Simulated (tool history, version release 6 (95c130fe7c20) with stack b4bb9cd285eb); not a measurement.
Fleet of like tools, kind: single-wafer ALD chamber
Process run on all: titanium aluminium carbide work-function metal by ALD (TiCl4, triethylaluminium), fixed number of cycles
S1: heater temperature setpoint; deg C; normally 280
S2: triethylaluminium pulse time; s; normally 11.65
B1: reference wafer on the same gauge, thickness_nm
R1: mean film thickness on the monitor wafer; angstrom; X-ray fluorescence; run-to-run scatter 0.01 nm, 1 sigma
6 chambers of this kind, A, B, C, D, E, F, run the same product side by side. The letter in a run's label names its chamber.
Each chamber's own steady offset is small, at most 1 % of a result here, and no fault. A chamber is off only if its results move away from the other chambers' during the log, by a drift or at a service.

run 1D hour=5.4 | S1=280 S2=11.65 | B1=2.1605 | R1=18.293
run 2F hour=10.9 | S1=280 S2=11.65 | B1=2.1567 | R1=18.653
run 3B hour=15.2 | S1=280 S2=11.65 | B1=2.1598 | R1=18.503
run 4E hour=19.4 | S1=280 S2=11.65 | B1=2.1622 | R1=18.481
run 5A hour=22.8 | S1=280 S2=11.65 | B1=2.1587 | R1=18.521
run 6C hour=28.2 | S1=280 S2=11.65 | B1=2.1639 | R1=18.625
run 7F hour=30.8 | S1=280 S2=11.65 | B1=2.1619 | R1=18.373
run 8E hour=34.4 | S1=280 S2=11.65 | B1=2.1609 | R1=18.541
run 9C hour=39.2 | S1=280 S2=11.65 | B1=2.164 | R1=18.457
-- hour=42.4 chamber B: triethylaluminium bottle replaced
run 10A hour=44.7 | S1=280 S2=11.65 | B1=2.1593 | R1=18.729
run 11D hour=48.2 | S1=280 S2=11.65 | B1=2.1622 | R1=18.373
run 12B hour=50.9 | S1=280 S2=11.65 | B1=2.1592 | R1=18.44
run 13C hour=54.2 | S1=280 S2=11.65 | B1=2.1607 | R1=18.76
run 14E hour=58.8 | S1=280 S2=11.65 | B1=2.1614 | R1=18.523
run 15A hour=62.8 | S1=280 S2=11.65 | B1=2.1587 | R1=18.516
run 16F hour=67.9 | S1=280 S2=11.65 | B1=2.1595 | R1=18.587
run 17B hour=71.6 | S1=280 S2=11.65 | B1=2.1596 | R1=18.759
run 18D hour=75.2 | S1=280 S2=11.65 | B1=2.1593 | R1=18.259
run 19E hour=78.3 | S1=280 S2=11.65 | B1=2.161 | R1=18.42
run 20F hour=81.2 | S1=280 S2=11.65 | B1=2.1606 | R1=18.554
run 21D hour=85.5 | S1=280 S2=11.65 | B1=2.1583 | R1=18.461
run 22C hour=88.8 | S1=280 S2=11.65 | B1=2.1609 | R1=18.509
run 23A hour=93.3 | S1=280 S2=11.65 | B1=2.1622 | R1=18.636
run 24B hour=99.1 | S1=280 S2=11.65 | B1=2.1569 | R1=18.532
run 25C hour=101.8 | S1=280 S2=11.65 | B1=2.1571 | R1=18.572
run 26F hour=104.5 | S1=280 S2=11.65 | B1=2.1587 | R1=18.551
run 27A hour=109.9 | S1=280 S2=11.65 | B1=2.1615 | R1=18.532
run 28B hour=113.2 | S1=280 S2=11.65 | B1=2.1647 | R1=18.418
-- hour=113.9 chamber C: thermocouple changed; heater temperature recalibrated
run 29E hour=117 | S1=280 S2=11.65 | B1=2.1642 | R1=18.374
run 30D hour=119.8 | S1=280 S2=11.65 | B1=2.1587 | R1=18.359
run 31A hour=125.8 | S1=280 S2=11.65 | B1=2.1594 | R1=18.554
run 32C hour=129.8 | S1=280 S2=13.55 | B1=2.1582 | R1=18.618
run 33E hour=134.4 | S1=280 S2=13.55 | B1=2.1602 | R1=18.606
run 34B hour=140.4 | S1=280 S2=13.55 | B1=2.164 | R1=18.58
run 35F hour=144.8 | S1=280 S2=13.55 | B1=2.1604 | R1=18.533
run 36D hour=149.6 | S1=280 S2=13.55 | B1=2.1592 | R1=18.583
run 37B hour=153 | S1=280 S2=13.55 | B1=2.1606 | R1=18.632
run 38F hour=155.9 | S1=287 S2=14.2 | B1=2.1587 | R1=19.369
run 39E hour=160.4 | S1=287 S2=14.2 | B1=2.1594 | R1=19.234
run 40C hour=164.6 | S1=287 S2=14.2 | B1=2.1596 | R1=19.178

Does one chamber stand apart from the rest, does the shared gauge drift, or is all well apart from small per-chamber offsets? Give the chamber and the most likely cause, where there is one.

The fleet is healthy, with each chamber sitting at its usual small offset and no drift in the gauge.
